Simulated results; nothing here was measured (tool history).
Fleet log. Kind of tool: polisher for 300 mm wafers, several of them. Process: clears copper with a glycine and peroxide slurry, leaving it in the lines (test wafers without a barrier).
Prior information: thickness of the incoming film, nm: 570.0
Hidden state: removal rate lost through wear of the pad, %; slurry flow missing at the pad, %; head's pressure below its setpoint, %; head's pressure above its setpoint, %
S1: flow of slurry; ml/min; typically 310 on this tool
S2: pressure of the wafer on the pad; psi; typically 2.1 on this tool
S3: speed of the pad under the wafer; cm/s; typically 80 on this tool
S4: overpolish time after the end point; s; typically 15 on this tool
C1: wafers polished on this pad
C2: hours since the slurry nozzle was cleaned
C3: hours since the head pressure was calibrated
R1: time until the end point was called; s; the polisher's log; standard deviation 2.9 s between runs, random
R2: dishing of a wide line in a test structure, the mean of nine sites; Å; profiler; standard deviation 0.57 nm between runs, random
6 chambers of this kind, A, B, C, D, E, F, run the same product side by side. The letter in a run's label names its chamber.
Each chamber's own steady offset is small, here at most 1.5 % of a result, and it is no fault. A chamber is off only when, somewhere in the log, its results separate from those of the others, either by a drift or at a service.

run   hour   S1   S2  S3  S4    C1     C2      C3      R1      R2
 1D    9.8  310  2.1  80  15   484  313.1   688.9  174.37  364.15
 2B   20.6  310  2.1  80  15   235   68.3   144.4  177.04  352.95
      26.7  -- chamber F: slurry nozzle cleaned
 3C     32  310  2.1  80  15   933  258.4   204.3  179.36  349.01
      32.3  -- chamber D: worn pad replaced by a new one
      35.9  -- chamber C: worn pad replaced by a new one
 4A   41.3  310  2.1  80  15   512  301.1   950.1  173.89  366.21
 5E   51.5  310  2.1  80  15   356   51.9     252  168.09     351
      59.8  -- chamber C: slurry nozzle cleaned
 6F   60.9  310  2.1  80  15   969   34.2   162.9  172.28  347.29
 7F   71.4  310  2.1  80  15  1031   44.7   173.4  177.97  350.14
 8E     80  310  2.1  80  15   524   80.4   280.5   172.2  359.61
 9A     88  310  2.1  80  15   788  347.8   996.8  172.97  338.25
      88.7  -- chamber F: worn pad replaced by a new one
10D   96.4  310  2.1  80  15   378  399.7   775.5  173.55  359.96
11C  104.2  310  2.1  80  15   402   44.4   276.5  181.22  349.99
     109.6  -- chamber A: slurry nozzle cleaned
12B  116.1  310  2.1  80  15   798  163.8   239.9  176.28  348.52
13B  130.5  310  2.1  80  15   883  178.2   254.3   177.2  348.69
14D  137.6  310  2.1  80  15   621  440.9   816.7  172.55   360.2
     138.8  -- chamber E: worn pad replaced by a new one
     144.2  -- chamber D: worn pad replaced by a new one
15A  152.3  310  2.1  80  15  1167   42.8  1061.1  177.78  348.91
16C    159  310  2.1  80  15   726   99.2   331.3  176.52  339.29
     161.1  -- chamber E: head pressure recalibrated
17E  167.6  310  2.1  80  15   170    168     6.6  171.73   356.6
18F  174.5  310  2.1  80  15   506  147.8   276.5  171.13  352.91
19F  187.9  310  1.5  80  19   585  161.2   289.9  225.62     345
     190.7  -- chamber C: worn pad replaced by a new one
20C  202.7  310  1.5  80  19    71  142.9     375  229.16  335.31
21E  210.5  310  1.5  80  19   423  210.9    49.5  218.05  354.99
     212.9  -- chamber C: head pressure recalibrated
     219.8  -- chamber B: worn pad replaced by a new one
22A  224.4  310  1.5  80  19  1592  114.9  1133.2     234  330.55
23D  237.5  310  1.5  80  19   550  540.8   916.6  224.86  365.69
     240.4  -- chamber D: worn pad replaced by a new one
24B  246.3  310  1.5  80  19   156    294   370.1  228.68   358.2
25C  259.2  310  2.1  80  15   404  199.4    46.4  182.94  355.93
     267.1  -- chamber E: slurry nozzle cleaned
26E  271.4  310  2.1  80  15   782    4.4   110.4  175.21  347.42
27D  279.2  310  2.1  80  15   229  582.5   958.3  175.41  359.11
28F  288.4  310  2.1  80  15  1178  261.7   390.4  176.76  349.46
     294.5  -- chamber E: worn pad replaced by a new one
29A  296.4  310  2.1  80  21  2017  186.9  1205.2  192.14  445.63
     302.4  -- chamber C: slurry nozzle cleaned
     304.1  -- chamber F: worn pad replaced by a new one
     305.9  -- chamber D: slurry nozzle cleaned
30B  306.8  310  2.1  80  21   513  354.5   430.6  177.61  461.95
31C  318.6  310  2.1  80  21   754   16.2   105.8  181.28  472.58
32D  327.3  310  2.1  80  21   512   21.5  1006.4  174.25  471.44
33F  338.2  310  2.1  80  21   201  311.5   440.2  176.35   468.6
34B  350.1  310  2.1  80  21   768  397.8   473.9  176.61  482.55
     350.8  -- chamber A: head pressure recalibrated
35A  364.3  310  2.1  80  15  2417  254.8    13.5  197.49  320.39
36E  377.7  390  2.1  90  15   490  110.7   216.7  154.36  386.86
37F  386.2  390  2.1  90  15   484  359.5   488.2  153.96  383.32

For the next run the whole fleet of 6 chambers uses the same settings. Give each chamber's results:
38A   397  310  2.1  80  15               ?   ?
38B   397  310  2.1  80  15               ?   ?
38C   397  310  2.1  80  15               ?   ?
38D   397  310  2.1  80  15               ?   ?
38E   397  310  2.1  80  15               ?   ?
38F   397  310  2.1  80  15               ?   ?

run      R1      R2
38A   196.8  307.93
38B  173.26   360.6
38C  172.49  346.81
38D  173.26   360.9
38E   179.3  351.98
38F  173.97  361.77
